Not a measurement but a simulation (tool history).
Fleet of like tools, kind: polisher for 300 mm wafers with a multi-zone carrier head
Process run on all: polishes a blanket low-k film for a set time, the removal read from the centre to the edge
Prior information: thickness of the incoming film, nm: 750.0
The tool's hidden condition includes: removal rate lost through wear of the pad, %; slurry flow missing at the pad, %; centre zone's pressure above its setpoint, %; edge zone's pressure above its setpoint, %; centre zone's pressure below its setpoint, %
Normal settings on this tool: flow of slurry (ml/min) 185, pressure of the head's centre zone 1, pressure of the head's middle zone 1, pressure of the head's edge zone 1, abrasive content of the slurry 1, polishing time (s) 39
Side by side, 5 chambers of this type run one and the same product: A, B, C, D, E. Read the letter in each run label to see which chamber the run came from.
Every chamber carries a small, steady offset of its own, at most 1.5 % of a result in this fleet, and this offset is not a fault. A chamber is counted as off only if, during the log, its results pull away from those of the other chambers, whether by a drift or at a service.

run	hour	flow of slurry (ml/min)	pressure of the head's centre zone	pressure of the head's middle zone	pressure of the head's edge zone	abrasive content of the slurry	polishing time (s)	wafers polished on this pad	hours since the slurry nozzle was cleaned	hours since the centre zone pressure was calibrated	hours since the edge zone pressure was calibrated	film removed at the wafer's centre (Å)	film removed at mid-radius (Å)	film removed at the wafer's edge (Å)
# hour 1.4: chamber E: worn pad replaced by a new one
1A	6	185	1	1	1	1	39	143	89.2	1029.2	1193.6	115.94	113.73	113.85
2D	15.1	185	1	1	1	1	39	893	94.3	1249.1	315.6	110.92	113.62	114.33
# hour 22.3: chamber B: edge zone pressure recalibrated
3E	25.7	185	1	1	1	1	39	312	337.6	555.1	101	112.23	110.85	110.53
4C	36.9	185	1	1	1	1	39	782	549.1	290.9	1169.4	113.57	111.17	117.21
5B	43.6	185	1	1.08	1	1	39	1008	139.5	507.5	21.4	114.01	120.48	111.65
6B	52	185	1	1.08	1	1	39	1116	147.9	515.9	29.8	114.7	123.58	114.81
# hour 53.6: chamber C: edge zone pressure recalibrated
# hour 57.1: chamber C: worn pad replaced by a new one
7E	59.5	185	1	1.08	1	1	39	745	371.4	588.9	134.8	112.57	121.1	109.89
8A	66.3	185	1	1.08	1	1	39	917	149.5	1089.5	1253.9	115.72	124.66	111.69
# hour 67.9: chamber E: worn pad replaced by a new one
9C	74.1	185	1	1.08	1	1	39	219	586.3	328.1	20.5	112.97	120.98	113.56
# hour 76.4: chamber B: worn pad replaced by a new one
# hour 78.6: chamber C: centre zone pressure recalibrated
# hour 79.9: chamber A: worn pad replaced by a new one
10D	82.5	185	1	1	1	1	39	1758	161.7	1316.5	383	110.96	111.25	112.82
# hour 84.4: chamber A: centre zone pressure recalibrated
11E	89.5	185	1	1.04	1	1	39	278	401.4	618.9	164.8	111.72	115.46	111.04
12A	97.7	185	1	1.04	1	1	39	228	180.9	13.3	1285.3	113.1	120.07	113
13D	106.5	185	1	1.04	1	1	39	2066	185.7	1340.5	407	108.83	114.8	112.29
14C	116.4	185	1	1.04	1	1	39	762	628.6	37.9	62.8	112.13	117.82	111.44
15B	125.1	185	1	1.04	1	1	39	625	221	589	102.9	116.29	119.01	112.7
# hour 127.2: chamber C: worn pad replaced by a new one
16E	130.1	185	1	1	1	1	39	799	442	659.5	205.4	111.69	112.7	113.8
# hour 130.6: chamber D: centre zone pressure recalibrated
# hour 132.1: chamber E: slurry nozzle cleaned
# hour 136.3: chamber D: edge zone pressure recalibrated
17D	138.1	185	1	0.93	1	1	39	2472	217.3	7.5	1.8	106.54	101.79	107.37
# hour 140: chamber E: worn pad replaced by a new one
# hour 143.4: chamber C: slurry nozzle cleaned
18C	148	185	1	0.93	1	1	39	267	4.6	69.5	94.4	113.39	106.85	115.39
# hour 149.7: chamber E: centre zone pressure recalibrated
19B	159.4	185	1	0.93	1	1	39	1065	255.3	623.3	137.2	115.97	106.33	114.84
# hour 160.8: chamber A: worn pad replaced by a new one
20A	167.6	185	1	0.93	1	1	39	87	250.8	83.2	1355.2	111.99	107.61	112.31
21D	177.5	185	1	0.93	1	1	39	2978	256.7	46.9	41.2	104	100.23	107.2
22B	183.6	185	1	1	1	1	39	1376	279.5	647.5	161.4	110.76	113.37	117.8
# hour 184: chamber A: edge zone pressure recalibrated
# hour 184.6: chamber B: worn pad replaced by a new one
23C	194.4	185	1	1	1	1	39	863	51	115.9	140.8	114.59	112.6	114.33
24E	203.5	185	1	1	1	1	39	815	71.5	53.8	278.8	110.45	110.88	109.93
# hour 209.3: chamber E: worn pad replaced by a new one
25A	209.6	185	1	1	1	1	39	626	292.8	125.2	25.7	114.06	116.19	113.84
# hour 214.1: chamber C: worn pad replaced by a new one
26D	215.6	185	1	1	1	1	39	3467	294.8	85	79.3	100.27	103.44	101.28
27E	226.4	185	1	1	1	1	39	219	94.4	76.7	301.7	113.73	112.71	109.07
28B	232.9	185	1	1	1	1	39	620	328.8	696.8	210.7	111.82	113.98	117.36
29A	240.4	185	1	1	1	1	39	1022	323.6	156	56.5	114.44	115.19	114.67
# hour 240.7: chamber A: worn pad replaced by a new one
30C	248.1	185	1	1	1	1	39	436	104.7	169.6	194.5	115.13	113.52	117.09
31A	253.8	185	1	1	1	1	39	169	337	169.4	69.9	114.55	114.71	113.3
32D	261.5	185	1	1	1	1	39	4056	340.7	130.9	125.2	99.815	99.813	100.25
33C	268	185	1	1	1	1	39	692	124.6	189.5	214.4	113.53	113	113.99
# hour 268.3: chamber E: worn pad replaced by a new one
34E	277.8	185	1	1	1	1	39	121	145.8	128.1	353.1	110.59	114.4	114.78
35B	287.7	185	1	1	1	1	39	1323	383.6	751.6	265.5	115.28	113.87	113.62

Which is it: a chamber that has drifted or been left off by a service, a gauge drift common to all chambers, or only each chamber's usual small offset? If a chamber is off, name it and its likeliest cause.

Little by little, chamber D moves away from the other chambers.
Likeliest cause: removal rate lost through wear of the pad, % = 13.4.

Here are 4 candidates for chamber D's next run, each the usual settings with a change, their results left as question marks. Which one brings its results back in line with what the others give on the usual settings?
To be in line, a result may differ from the other chambers' mean on the usual settings by at most: film removed at the wafer's centre (Å) 5.3; film removed at mid-radius (Å) 4.1; film removed at the wafer's edge (Å) 5.4
36D-1	296	185	1	1	1	1	41					?	?	?
36D-2	296	185	1	1	1	1	37					?	?	?
36D-3	296	180	0.99	1	1	0.95	35					?	?	?
36D-4	296	190	1.01	1	1.01	1.05	44					?	?	?

Usual-settings mean across the other chambers: film removed at the wafer's centre (Å) 113.52; film removed at mid-radius (Å) 113.77; film removed at the wafer's edge (Å) 114.03
run	film removed at the wafer's centre (Å)	film removed at mid-radius (Å)	film removed at the wafer's edge (Å)
36D-1	101.94	102.83	103.44
36D-2	91.991	92.795	93.349
36D-3	83.668	85.386	85.99
36D-4	113.54	113.22	114.37
36D-4 is the one that brings the chamber's results back in line with the other chambers.

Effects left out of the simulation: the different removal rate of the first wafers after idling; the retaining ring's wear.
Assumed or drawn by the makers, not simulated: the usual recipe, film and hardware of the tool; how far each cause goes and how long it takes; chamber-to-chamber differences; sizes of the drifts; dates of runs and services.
